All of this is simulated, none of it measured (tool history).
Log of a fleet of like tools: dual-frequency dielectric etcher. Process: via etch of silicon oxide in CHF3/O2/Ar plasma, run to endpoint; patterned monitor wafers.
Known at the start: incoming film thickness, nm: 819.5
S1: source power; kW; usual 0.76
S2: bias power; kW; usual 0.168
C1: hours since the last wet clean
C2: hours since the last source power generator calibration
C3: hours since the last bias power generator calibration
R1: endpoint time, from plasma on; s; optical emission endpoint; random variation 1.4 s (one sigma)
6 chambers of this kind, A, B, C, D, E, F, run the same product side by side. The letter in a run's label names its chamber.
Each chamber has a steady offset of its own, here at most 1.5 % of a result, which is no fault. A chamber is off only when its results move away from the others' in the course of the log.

Run 1F, hour 10.4: usual settings; C1 84.6; C2 45.6; C3 3070.3. Result: R1 387.97 s.
Run 2C, hour 20.1: usual settings; C1 294.5; C2 3288.2; C3 238.3. Result: R1 386.63 s.
Run 3A, hour 29.6: usual settings; C1 398.3; C2 3082.9; C3 2681.8. Result: R1 382.03 s.
At hour 38.1: chamber A: bias power generator calibrated.
Run 4D, hour 42.7: usual settings; C1 120.3; C2 961.9; C3 1332.4. Result: R1 385.68 s.
Run 5B, hour 51.9: usual settings; C1 373.9; C2 1336.1; C3 439.9. Result: R1 391.46 s.
Run 6E, hour 58.5: usual settings; C1 282.1; C2 2060.7; C3 1664.2. Result: R1 382.53 s.
Run 7D, hour 65.3: usual settings; C1 142.9; C2 984.5; C3 1355. Result: R1 385.76 s.
Run 8E, hour 72.8: usual settings; C1 296.4; C2 2075; C3 1678.5. Result: R1 381.44 s.
Run 9B, hour 86.3: usual settings; C1 408.3; C2 1370.5; C3 474.3. Result: R1 389.44 s.
Run 10F, hour 96.1: usual settings but S2 0.129 kW; C1 170.3; C2 131.3; C3 3156. Result: R1 422.62 s.
At hour 98.6: chamber A: wet clean of the chamber.
Run 11C, hour 104.6: usual settings but S2 0.129 kW; C1 379; C2 3372.7; C3 322.8. Result: R1 420.78 s.
Run 12A, hour 116.1: usual settings but S2 0.129 kW; C1 17.5; C2 3169.4; C3 78. Result: R1 417.39 s.
Run 13A, hour 123.8: usual settings but S2 0.129 kW; C1 25.2; C2 3177.1; C3 85.7. Result: R1 421.38 s.
At hour 127: chamber F: bias power generator calibrated.
Run 14B, hour 133.3: usual settings but S2 0.129 kW; C1 455.3; C2 1417.5; C3 521.3. Result: R1 423.61 s.
Run 15C, hour 140.3: usual settings but S2 0.129 kW; C1 414.7; C2 3408.4; C3 358.5. Result: R1 423.28 s.
At hour 143.6: chamber A: source power generator calibrated.
Run 16E, hour 148.3: usual settings; C1 371.9; C2 2150.5; C3 1754. Result: R1 381.52 s.
Run 17F, hour 156.1: usual settings; C1 230.3; C2 191.3; C3 29.1. Result: R1 388.82 s.
Run 18D, hour 165.1: usual settings; C1 242.7; C2 1084.3; C3 1454.8. Result: R1 386.29 s.
At hour 170.6: chamber B: wet clean of the chamber.
Run 19C, hour 177.4: usual settings but S1 0.64 kW, S2 0.195 kW; C1 451.8; C2 3445.5; C3 395.6. Result: R1 392.09 s.
Run 20D, hour 186: usual settings but S1 0.64 kW, S2 0.195 kW; C1 263.6; C2 1105.2; C3 1475.7. Result: R1 394.09 s.
Run 21F, hour 192.1: usual settings but S1 0.64 kW, S2 0.195 kW; C1 266.3; C2 227.3; C3 65.1. Result: R1 395.11 s.
Run 22A, hour 199.8: usual settings but S1 0.64 kW, S2 0.195 kW; C1 101.2; C2 56.3; C3 161.7. Result: R1 388.06 s.
Run 23E, hour 208.8: usual settings but S1 0.64 kW, S2 0.195 kW; C1 432.4; C2 2211; C3 1814.5. Result: R1 383.24 s.
At hour 214: chamber C: wet clean of the chamber.
Run 24B, hour 216.1: usual settings but S1 0.64 kW, S2 0.195 kW; C1 45.5; C2 1500.3; C3 604.1. Result: R1 398.04 s.
Run 25E, hour 223.7: usual settings but S1 0.87 kW, S2 0.153 kW; C1 447.3; C2 2225.9; C3 1829.4. Result: R1 369.7 s.
Run 26A, hour 237.2: usual settings but S1 0.87 kW, S2 0.153 kW; C1 138.6; C2 93.7; C3 199.1. Result: R1 376.92 s.
Run 27C, hour 246: usual settings but S1 0.87 kW, S2 0.153 kW; C1 32; C2 3514.1; C3 464.2. Result: R1 376.07 s.
Run 28D, hour 255.6: usual settings but S1 0.87 kW, S2 0.153 kW; C1 333.2; C2 1174.8; C3 1545.3. Result: R1 378.23 s.
Run 29F, hour 266.7: usual settings but S1 0.87 kW, S2 0.153 kW; C1 340.9; C2 301.9; C3 139.7. Result: R1 381.8 s.
At hour 268.6: chamber E: source power generator calibrated.
Run 30B, hour 274.3: usual settings but S1 0.87 kW, S2 0.153 kW; C1 103.7; C2 1558.5; C3 662.3. Result: R1 383.64 s.
Run 31A, hour 286.7: usual settings; C1 188.1; C2 143.2; C3 248.6. Result: R1 385.36 s.
Run 32C, hour 294.9: usual settings; C1 80.9; C2 3563; C3 513.1. Result: R1 387.6 s.
Run 33E, hour 301.7: usual settings; C1 525.3; C2 33.1; C3 1907.4. Result: R1 373.93 s.
Run 34F, hour 310.4: usual settings; C1 384.6; C2 345.6; C3 183.4. Result: R1 389.2 s.
Run 35B, hour 322.9: usual settings; C1 152.3; C2 1607.1; C3 710.9. Result: R1 391.27 s.
Run 36D, hour 335.8: usual settings; C1 413.4; C2 1255; C3 1625.5. Result: R1 387.51 s.

All 6 chambers run these settings next. Forecast each chamber's results:
Run 37A, hour 345.6: usual settings but S2 0.207 kW. Result: R1 ?.
Run 37B, hour 345.6: usual settings but S2 0.207 kW. Result: R1 ?.
Run 37C, hour 345.6: usual settings but S2 0.207 kW. Result: R1 ?.
Run 37D, hour 345.6: usual settings but S2 0.207 kW. Result: R1 ?.
Run 37E, hour 345.6: usual settings but S2 0.207 kW. Result: R1 ?.
Run 37F, hour 345.6: usual settings but S2 0.207 kW. Result: R1 ?.

run      R1
37A  357.78
37B  365.31
37C  359.78
37D  360.29
37E  344.24
37F  366.06

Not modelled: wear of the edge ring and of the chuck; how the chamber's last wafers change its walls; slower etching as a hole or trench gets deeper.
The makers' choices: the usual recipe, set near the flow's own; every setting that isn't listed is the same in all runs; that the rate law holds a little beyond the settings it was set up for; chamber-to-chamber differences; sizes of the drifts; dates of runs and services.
